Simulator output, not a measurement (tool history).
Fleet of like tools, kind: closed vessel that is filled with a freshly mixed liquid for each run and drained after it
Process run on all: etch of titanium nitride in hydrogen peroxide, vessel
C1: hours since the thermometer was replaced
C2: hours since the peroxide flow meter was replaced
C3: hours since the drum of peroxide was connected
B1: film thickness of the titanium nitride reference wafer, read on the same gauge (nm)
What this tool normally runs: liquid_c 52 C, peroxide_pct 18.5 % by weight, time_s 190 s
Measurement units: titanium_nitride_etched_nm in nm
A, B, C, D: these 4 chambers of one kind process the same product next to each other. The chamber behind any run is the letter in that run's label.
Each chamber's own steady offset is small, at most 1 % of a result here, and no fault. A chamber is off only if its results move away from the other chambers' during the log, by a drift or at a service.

{"run": "1A", "hour": 5.7, "liquid_c": 52, "peroxide_pct": 18.5, "time_s": 190, "C1": 396.4, "C2": 253.2, "C3": 579.8, "B1": 79.982, "titanium_nitride_etched_nm": 8.9207}
{"run": "2C", "hour": 10.8, "liquid_c": 52, "peroxide_pct": 18.5, "time_s": 190, "C1": 279.9, "C2": 1525.7, "C3": 117.8, "B1": 80.029, "titanium_nitride_etched_nm": 9.0916}
{"run": "3B", "hour": 14.0, "liquid_c": 52, "peroxide_pct": 18.5, "time_s": 190, "C1": 717.9, "C2": 97.4, "C3": 667.5, "B1": 80.008, "titanium_nitride_etched_nm": 8.9733}
{"run": "4D", "hour": 19.3, "liquid_c": 52, "peroxide_pct": 18.5, "time_s": 190, "C1": 941.9, "C2": 112.4, "C3": 294.3, "B1": 80.033, "titanium_nitride_etched_nm": 9.0023}
{"run": "5A", "hour": 25.1, "liquid_c": 52, "peroxide_pct": 18.5, "time_s": 190, "C1": 415.8, "C2": 272.6, "C3": 599.2, "B1": 80.014, "titanium_nitride_etched_nm": 9.0046}
{"run": "6C", "hour": 30.9, "liquid_c": 52, "peroxide_pct": 18.5, "time_s": 190, "C1": 300.0, "C2": 1545.8, "C3": 137.9, "B1": 80.009, "titanium_nitride_etched_nm": 9.0207}
{"run": "7D", "hour": 34.9, "liquid_c": 52, "peroxide_pct": 18.5, "time_s": 190, "C1": 957.5, "C2": 128.0, "C3": 309.9, "B1": 80.029, "titanium_nitride_etched_nm": 9.0595}
{"run": "8B", "hour": 40.5, "liquid_c": 52, "peroxide_pct": 18.5, "time_s": 190, "C1": 744.4, "C2": 123.9, "C3": 694.0, "B1": 79.997, "titanium_nitride_etched_nm": 8.9346}
{"run": "9D", "hour": 44.6, "liquid_c": 52, "peroxide_pct": 18.5, "time_s": 190, "C1": 967.2, "C2": 137.7, "C3": 319.6, "B1": 80.013, "titanium_nitride_etched_nm": 9.0947}
{"run": "10C", "hour": 48.3, "liquid_c": 52, "peroxide_pct": 21.0, "time_s": 190, "C1": 317.4, "C2": 1563.2, "C3": 155.3, "B1": 80.012, "titanium_nitride_etched_nm": 9.2932}
{"run": "11A", "hour": 51.9, "liquid_c": 52, "peroxide_pct": 21.0, "time_s": 190, "C1": 442.6, "C2": 299.4, "C3": 626.0, "B1": 80.032, "titanium_nitride_etched_nm": 9.2804}
{"run": "12B", "hour": 57.6, "liquid_c": 52, "peroxide_pct": 21.0, "time_s": 190, "C1": 761.5, "C2": 141.0, "C3": 711.1, "B1": 80.01, "titanium_nitride_etched_nm": 9.3625}
{"run": "13C", "hour": 60.4, "liquid_c": 52, "peroxide_pct": 21.0, "time_s": 190, "C1": 329.5, "C2": 1575.3, "C3": 167.4, "B1": 79.979, "titanium_nitride_etched_nm": 9.1533}
{"run": "14A", "hour": 63.7, "liquid_c": 52, "peroxide_pct": 18.5, "time_s": 190, "C1": 454.4, "C2": 311.2, "C3": 637.8, "B1": 79.954, "titanium_nitride_etched_nm": 8.9101}
{"run": "15D", "hour": 67.9, "liquid_c": 52, "peroxide_pct": 18.5, "time_s": 190, "C1": 990.5, "C2": 161.0, "C3": 342.9, "B1": 80.011, "titanium_nitride_etched_nm": 8.9788}
{"run": "16B", "hour": 71.4, "liquid_c": 52, "peroxide_pct": 18.5, "time_s": 190, "C1": 775.3, "C2": 154.8, "C3": 724.9, "B1": 79.975, "titanium_nitride_etched_nm": 9.1715}
{"run": "17D", "hour": 75.4, "liquid_c": 52, "peroxide_pct": 18.5, "time_s": 190, "C1": 998.0, "C2": 168.5, "C3": 350.4, "B1": 79.987, "titanium_nitride_etched_nm": 9.0676}
{"run": "18A", "hour": 80.6, "liquid_c": 52, "peroxide_pct": 18.5, "time_s": 190, "C1": 471.3, "C2": 328.1, "C3": 654.7, "B1": 80.014, "titanium_nitride_etched_nm": 8.8711}
{"run": "19B", "hour": 85.3, "liquid_c": 52, "peroxide_pct": 18.5, "time_s": 190, "C1": 789.2, "C2": 168.7, "C3": 738.8, "B1": 80.028, "titanium_nitride_etched_nm": 9.3657}
{"run": "20C", "hour": 90.9, "liquid_c": 52, "peroxide_pct": 18.5, "time_s": 190, "C1": 360.0, "C2": 1605.8, "C3": 197.9, "B1": 79.996, "titanium_nitride_etched_nm": 8.8796}
{"run": "21A", "hour": 96.3, "liquid_c": 52, "peroxide_pct": 18.5, "time_s": 190, "C1": 487.0, "C2": 343.8, "C3": 670.4, "B1": 80.011, "titanium_nitride_etched_nm": 8.9534}
{"run": "22B", "hour": 99.4, "liquid_c": 52, "peroxide_pct": 18.5, "time_s": 190, "C1": 803.3, "C2": 182.8, "C3": 752.9, "B1": 80.021, "titanium_nitride_etched_nm": 9.3525}
{"run": "23D", "hour": 102.9, "liquid_c": 52, "peroxide_pct": 18.5, "time_s": 190, "C1": 1025.5, "C2": 196.0, "C3": 377.9, "B1": 79.985, "titanium_nitride_etched_nm": 8.935}
{"run": "24C", "hour": 107.6, "liquid_c": 52, "peroxide_pct": 18.5, "time_s": 190, "C1": 376.7, "C2": 1622.5, "C3": 214.6, "B1": 79.986, "titanium_nitride_etched_nm": 9.0563}
{"run": "25C", "hour": 111.0, "liquid_c": 52, "peroxide_pct": 18.5, "time_s": 190, "C1": 380.1, "C2": 1625.9, "C3": 218.0, "B1": 79.996, "titanium_nitride_etched_nm": 9.0569}
{"run": "26D", "hour": 116.2, "liquid_c": 52, "peroxide_pct": 14.0, "time_s": 190, "C1": 1038.8, "C2": 209.3, "C3": 391.2, "B1": 79.994, "titanium_nitride_etched_nm": 8.5379}
{"run": "27B", "hour": 119.9, "liquid_c": 52, "peroxide_pct": 14.0, "time_s": 190, "C1": 823.8, "C2": 203.3, "C3": 773.4, "B1": 80.006, "titanium_nitride_etched_nm": 9.1391}
{"run": "28A", "hour": 123.6, "liquid_c": 52, "peroxide_pct": 14.0, "time_s": 190, "C1": 514.3, "C2": 371.1, "C3": 697.7, "B1": 79.998, "titanium_nitride_etched_nm": 8.5509}
{"run": "29C", "hour": 126.5, "liquid_c": 52, "peroxide_pct": 14.0, "time_s": 190, "C1": 395.6, "C2": 1641.4, "C3": 233.5, "B1": 79.98, "titanium_nitride_etched_nm": 8.422}
{"run": "30B", "hour": 131.0, "liquid_c": 52, "peroxide_pct": 15.0, "time_s": 240, "C1": 834.9, "C2": 214.4, "C3": 784.5, "B1": 79.992, "titanium_nitride_etched_nm": 11.692}

For the next run the whole fleet of 4 chambers uses the same settings. Give each chamber's results:
{"run": "31A", "hour": 135.2, "liquid_c": 52, "peroxide_pct": 18.5, "time_s": 190, "titanium_nitride_etched_nm": "?"}
{"run": "31B", "hour": 135.2, "liquid_c": 52, "peroxide_pct": 18.5, "time_s": 190, "titanium_nitride_etched_nm": "?"}
{"run": "31C", "hour": 135.2, "liquid_c": 52, "peroxide_pct": 18.5, "time_s": 190, "titanium_nitride_etched_nm": "?"}
{"run": "31D", "hour": 135.2, "liquid_c": 52, "peroxide_pct": 18.5, "time_s": 190, "titanium_nitride_etched_nm": "?"}

run=31A titanium_nitride_etched_nm=9.0971
run=31B titanium_nitride_etched_nm=9.8303
run=31C titanium_nitride_etched_nm=9.0170
run=31D titanium_nitride_etched_nm=9.0557
